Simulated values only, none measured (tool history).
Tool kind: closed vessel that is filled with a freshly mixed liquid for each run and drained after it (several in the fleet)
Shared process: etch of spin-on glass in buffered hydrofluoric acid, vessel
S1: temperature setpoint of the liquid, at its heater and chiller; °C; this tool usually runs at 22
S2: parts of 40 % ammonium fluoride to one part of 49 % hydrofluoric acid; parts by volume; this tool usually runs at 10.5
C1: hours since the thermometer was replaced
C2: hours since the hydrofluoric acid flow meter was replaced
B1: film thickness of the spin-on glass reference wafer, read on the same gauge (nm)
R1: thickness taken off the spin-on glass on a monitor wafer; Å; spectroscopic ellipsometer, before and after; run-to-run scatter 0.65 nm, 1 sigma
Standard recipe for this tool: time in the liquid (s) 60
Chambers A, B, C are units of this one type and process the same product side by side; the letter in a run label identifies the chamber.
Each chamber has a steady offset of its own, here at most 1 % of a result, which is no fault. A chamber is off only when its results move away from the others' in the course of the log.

{"run": "1B", "day": 0.204, "S1": 22, "S2": 10.5, "time in the liquid (s)": 60, "C1": 2398.4, "C2": 950.7, "B1": 40.024, "R1": 1627.2}
{"run": "2A", "day": 0.5, "S1": 22, "S2": 10.5, "time in the liquid (s)": 60, "C1": 1156.5, "C2": 495.2, "B1": 39.949, "R1": 1608.5}
{"run": "3C", "day": 0.738, "S1": 22, "S2": 10.5, "time in the liquid (s)": 60, "C1": 1911.8, "C2": 473.5, "B1": 40.036, "R1": 1600.8}
{"run": "4B", "day": 1.025, "S1": 22, "S2": 10.5, "time in the liquid (s)": 60, "C1": 2418.1, "C2": 970.4, "B1": 40.023, "R1": 1627.3}
{"run": "5C", "day": 1.192, "S1": 22, "S2": 10.5, "time in the liquid (s)": 60, "C1": 1922.7, "C2": 484.4, "B1": 39.977, "R1": 1594.8}
{"run": "6A", "day": 1.367, "S1": 22, "S2": 10.5, "time in the liquid (s)": 60, "C1": 1177.3, "C2": 516.0, "B1": 40.03, "R1": 1611.4}
{"run": "7A", "day": 1.517, "S1": 22, "S2": 10.5, "time in the liquid (s)": 60, "C1": 1180.9, "C2": 519.6, "B1": 39.986, "R1": 1592.8}
{"run": "8C", "day": 1.8, "S1": 22, "S2": 10.5, "time in the liquid (s)": 60, "C1": 1937.3, "C2": 499.0, "B1": 40.007, "R1": 1606.8}
{"run": "9B", "day": 1.933, "S1": 22, "S2": 10.5, "time in the liquid (s)": 60, "C1": 2439.9, "C2": 992.2, "B1": 40.013, "R1": 1619.4}
{"run": "10C", "day": 2.154, "S1": 22, "S2": 10.5, "time in the liquid (s)": 60, "C1": 1945.8, "C2": 507.5, "B1": 40.019, "R1": 1594.0}
{"run": "11B", "day": 2.346, "S1": 22, "S2": 10.5, "time in the liquid (s)": 60, "C1": 2449.8, "C2": 1002.1, "B1": 40.0, "R1": 1621.6}
{"run": "12A", "day": 2.508, "S1": 22, "S2": 13.0, "time in the liquid (s)": 30, "C1": 1204.7, "C2": 543.4, "B1": 40.005, "R1": 649.96}
{"run": "13B", "day": 2.692, "S1": 22, "S2": 13.0, "time in the liquid (s)": 30, "C1": 2458.1, "C2": 1010.4, "B1": 40.036, "R1": 660.37}
{"run": "14A", "day": 2.879, "S1": 22, "S2": 13.0, "time in the liquid (s)": 30, "C1": 1213.6, "C2": 552.3, "B1": 39.976, "R1": 656.05}
{"run": "15C", "day": 3.15, "S1": 22, "S2": 10.5, "time in the liquid (s)": 60, "C1": 1969.7, "C2": 531.4, "B1": 40.041, "R1": 1593.8}
{"run": "16A", "day": 3.446, "S1": 22, "S2": 10.5, "time in the liquid (s)": 60, "C1": 1227.2, "C2": 565.9, "B1": 40.014, "R1": 1617.3}
{"run": "17C", "day": 3.683, "S1": 22, "S2": 10.5, "time in the liquid (s)": 60, "C1": 1982.5, "C2": 544.2, "B1": 40.004, "R1": 1603.1}
{"run": "18B", "day": 3.921, "S1": 22, "S2": 10.5, "time in the liquid (s)": 60, "C1": 2487.6, "C2": 1039.9, "B1": 40.016, "R1": 1615.9}
{"run": "19C", "day": 4.054, "S1": 22, "S2": 10.5, "time in the liquid (s)": 60, "C1": 1991.4, "C2": 553.1, "B1": 39.993, "R1": 1596.5}
{"run": "20A", "day": 4.233, "S1": 22, "S2": 10.5, "time in the liquid (s)": 60, "C1": 1246.1, "C2": 584.8, "B1": 40.005, "R1": 1610.9}
{"run": "21B", "day": 4.512, "S1": 22, "S2": 10.5, "time in the liquid (s)": 60, "C1": 2501.8, "C2": 1054.1, "B1": 40.019, "R1": 1615.1}
{"run": "22C", "day": 4.708, "S1": 22, "S2": 10.5, "time in the liquid (s)": 60, "C1": 2007.1, "C2": 568.8, "B1": 40.021, "R1": 1604.8}
{"run": "23B", "day": 4.942, "S1": 22, "S2": 10.5, "time in the liquid (s)": 60, "C1": 2512.1, "C2": 1064.4, "B1": 39.962, "R1": 1624.1}
{"run": "24A", "day": 5.108, "S1": 22, "S2": 10.5, "time in the liquid (s)": 60, "C1": 1267.1, "C2": 605.8, "B1": 40.02, "R1": 1613.6}
{"run": "25A", "day": 5.346, "S1": 22, "S2": 10.5, "time in the liquid (s)": 60, "C1": 1272.8, "C2": 611.5, "B1": 39.963, "R1": 1602.5}
{"run": "26C", "day": 5.583, "S1": 22, "S2": 10.5, "time in the liquid (s)": 60, "C1": 2028.1, "C2": 589.8, "B1": 40.021, "R1": 1597.4}
{"run": "27B", "day": 5.733, "S1": 22, "S2": 10.5, "time in the liquid (s)": 60, "C1": 2531.1, "C2": 1083.4, "B1": 39.997, "R1": 1617.0}
{"run": "28B", "day": 5.896, "S1": 22, "S2": 10.5, "time in the liquid (s)": 60, "C1": 2535.0, "C2": 1087.3, "B1": 39.936, "R1": 1629.0}
{"run": "29C", "day": 6.192, "S1": 22, "S2": 10.5, "time in the liquid (s)": 60, "C1": 2042.7, "C2": 604.4, "B1": 40.021, "R1": 1595.9}

All chambers now run identical settings, listed one chamber a line with results as question marks. What results will each chamber show?
{"run": "30A", "day": 6.412, "S1": 22, "S2": 12.5, "time in the liquid (s)": 60, "R1": "?"}
{"run": "30B", "day": 6.412, "S1": 22, "S2": 12.5, "time in the liquid (s)": 60, "R1": "?"}
{"run": "30C", "day": 6.412, "S1": 22, "S2": 12.5, "time in the liquid (s)": 60, "R1": "?"}

run=30A R1=1357.50
run=30B R1=1368.50
run=30C R1=1349.40
